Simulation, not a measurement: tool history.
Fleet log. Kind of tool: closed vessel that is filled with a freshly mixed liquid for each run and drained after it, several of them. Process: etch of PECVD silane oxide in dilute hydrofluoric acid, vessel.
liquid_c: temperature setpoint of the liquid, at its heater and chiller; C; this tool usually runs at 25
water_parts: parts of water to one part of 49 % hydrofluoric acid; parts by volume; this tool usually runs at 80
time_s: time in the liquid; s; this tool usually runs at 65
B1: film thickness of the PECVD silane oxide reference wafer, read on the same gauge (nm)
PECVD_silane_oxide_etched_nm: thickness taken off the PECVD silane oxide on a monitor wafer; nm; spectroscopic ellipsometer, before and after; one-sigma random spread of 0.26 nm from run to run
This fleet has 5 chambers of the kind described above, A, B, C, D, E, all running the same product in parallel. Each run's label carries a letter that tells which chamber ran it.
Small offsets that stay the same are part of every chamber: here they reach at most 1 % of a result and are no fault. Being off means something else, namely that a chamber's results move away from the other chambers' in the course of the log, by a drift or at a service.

{"run": "1E", "day": 0.183, "liquid_c": 25, "water_parts": 80, "time_s": 65, "B1": 99.977, "PECVD_silane_oxide_etched_nm": 42.761}
{"day": 0.275, "done": "chamber B: hydrofluoric acid flow meter replaced"}
{"run": "2D", "day": 0.3, "liquid_c": 25, "water_parts": 80, "time_s": 65, "B1": 100.05, "PECVD_silane_oxide_etched_nm": 43.322}
{"run": "3B", "day": 0.442, "liquid_c": 25, "water_parts": 80, "time_s": 65, "B1": 100.01, "PECVD_silane_oxide_etched_nm": 43.815}
{"run": "4A", "day": 0.533, "liquid_c": 25, "water_parts": 80, "time_s": 65, "B1": 99.979, "PECVD_silane_oxide_etched_nm": 43.493}
{"run": "5C", "day": 0.65, "liquid_c": 25, "water_parts": 80, "time_s": 65, "B1": 99.98, "PECVD_silane_oxide_etched_nm": 42.956}
{"run": "6E", "day": 0.742, "liquid_c": 25, "water_parts": 80, "time_s": 65, "B1": 99.956, "PECVD_silane_oxide_etched_nm": 43.461}
{"day": 0.862, "done": "chamber B: thermometer replaced"}
{"run": "7A", "day": 0.925, "liquid_c": 25, "water_parts": 80, "time_s": 65, "B1": 100.01, "PECVD_silane_oxide_etched_nm": 43.368}
{"run": "8D", "day": 1.125, "liquid_c": 25, "water_parts": 80, "time_s": 65, "B1": 99.992, "PECVD_silane_oxide_etched_nm": 43.179}
{"run": "9C", "day": 1.25, "liquid_c": 25, "water_parts": 80, "time_s": 65, "B1": 100.01, "PECVD_silane_oxide_etched_nm": 43.413}
{"run": "10B", "day": 1.458, "liquid_c": 25, "water_parts": 80, "time_s": 65, "B1": 100, "PECVD_silane_oxide_etched_nm": 43.931}
{"run": "11D", "day": 1.629, "liquid_c": 25, "water_parts": 80, "time_s": 65, "B1": 99.985, "PECVD_silane_oxide_etched_nm": 43.026}
{"run": "12E", "day": 1.792, "liquid_c": 25, "water_parts": 80, "time_s": 65, "B1": 100, "PECVD_silane_oxide_etched_nm": 43.628}
{"run": "13C", "day": 1.9, "liquid_c": 25, "water_parts": 80, "time_s": 65, "B1": 100.02, "PECVD_silane_oxide_etched_nm": 43.295}
{"run": "14B", "day": 2.05, "liquid_c": 25, "water_parts": 80, "time_s": 65, "B1": 99.951, "PECVD_silane_oxide_etched_nm": 43.562}
{"run": "15A", "day": 2.204, "liquid_c": 25, "water_parts": 80, "time_s": 65, "B1": 99.994, "PECVD_silane_oxide_etched_nm": 43.579}
{"run": "16C", "day": 2.417, "liquid_c": 25, "water_parts": 80, "time_s": 65, "B1": 100, "PECVD_silane_oxide_etched_nm": 43.307}
{"run": "17E", "day": 2.542, "liquid_c": 25, "water_parts": 80, "time_s": 65, "B1": 99.941, "PECVD_silane_oxide_etched_nm": 43.75}
{"run": "18D", "day": 2.675, "liquid_c": 25, "water_parts": 80, "time_s": 65, "B1": 100.06, "PECVD_silane_oxide_etched_nm": 42.962}
{"run": "19B", "day": 2.871, "liquid_c": 23, "water_parts": 80, "time_s": 65, "B1": 99.959, "PECVD_silane_oxide_etched_nm": 40.131}
{"run": "20A", "day": 2.983, "liquid_c": 23, "water_parts": 80, "time_s": 65, "B1": 99.963, "PECVD_silane_oxide_etched_nm": 40.023}
{"run": "21C", "day": 3.108, "liquid_c": 23, "water_parts": 80, "time_s": 65, "B1": 100, "PECVD_silane_oxide_etched_nm": 39.866}
{"run": "22E", "day": 3.308, "liquid_c": 23, "water_parts": 80, "time_s": 65, "B1": 99.983, "PECVD_silane_oxide_etched_nm": 39.447}
{"run": "23B", "day": 3.45, "liquid_c": 23, "water_parts": 80, "time_s": 65, "B1": 100.01, "PECVD_silane_oxide_etched_nm": 40.295}
{"run": "24D", "day": 3.558, "liquid_c": 25, "water_parts": 80, "time_s": 65, "B1": 100, "PECVD_silane_oxide_etched_nm": 42.963}
{"run": "25A", "day": 3.754, "liquid_c": 25, "water_parts": 80, "time_s": 65, "B1": 100.02, "PECVD_silane_oxide_etched_nm": 43.439}
{"run": "26B", "day": 3.9, "liquid_c": 25, "water_parts": 45, "time_s": 55, "B1": 100.05, "PECVD_silane_oxide_etched_nm": 68.958}
{"run": "27A", "day": 4.058, "liquid_c": 25, "water_parts": 45, "time_s": 55, "B1": 99.983, "PECVD_silane_oxide_etched_nm": 67.193}
{"run": "28D", "day": 4.162, "liquid_c": 25, "water_parts": 45, "time_s": 55, "B1": 100.01, "PECVD_silane_oxide_etched_nm": 67.558}
{"run": "29E", "day": 4.267, "liquid_c": 25, "water_parts": 45, "time_s": 55, "B1": 100, "PECVD_silane_oxide_etched_nm": 67.45}
{"run": "30C", "day": 4.45, "liquid_c": 25, "water_parts": 45, "time_s": 55, "B1": 99.999, "PECVD_silane_oxide_etched_nm": 68.722}

All chambers now run identical settings, listed one chamber a line with results as question marks. What results will each chamber show?
{"run": "31A", "day": 4.6, "liquid_c": 25, "water_parts": 80, "time_s": 30, "PECVD_silane_oxide_etched_nm": "?"}
{"run": "31B", "day": 4.6, "liquid_c": 25, "water_parts": 80, "time_s": 30, "PECVD_silane_oxide_etched_nm": "?"}
{"run": "31C", "day": 4.6, "liquid_c": 25, "water_parts": 80, "time_s": 30, "PECVD_silane_oxide_etched_nm": "?"}
{"run": "31D", "day": 4.6, "liquid_c": 25, "water_parts": 80, "time_s": 30, "PECVD_silane_oxide_etched_nm": "?"}
{"run": "31E", "day": 4.6, "liquid_c": 25, "water_parts": 80, "time_s": 30, "PECVD_silane_oxide_etched_nm": "?"}

run=31A PECVD_silane_oxide_etched_nm=19.968
run=31B PECVD_silane_oxide_etched_nm=19.945
run=31C PECVD_silane_oxide_etched_nm=19.862
run=31D PECVD_silane_oxide_etched_nm=19.842
run=31E PECVD_silane_oxide_etched_nm=19.986
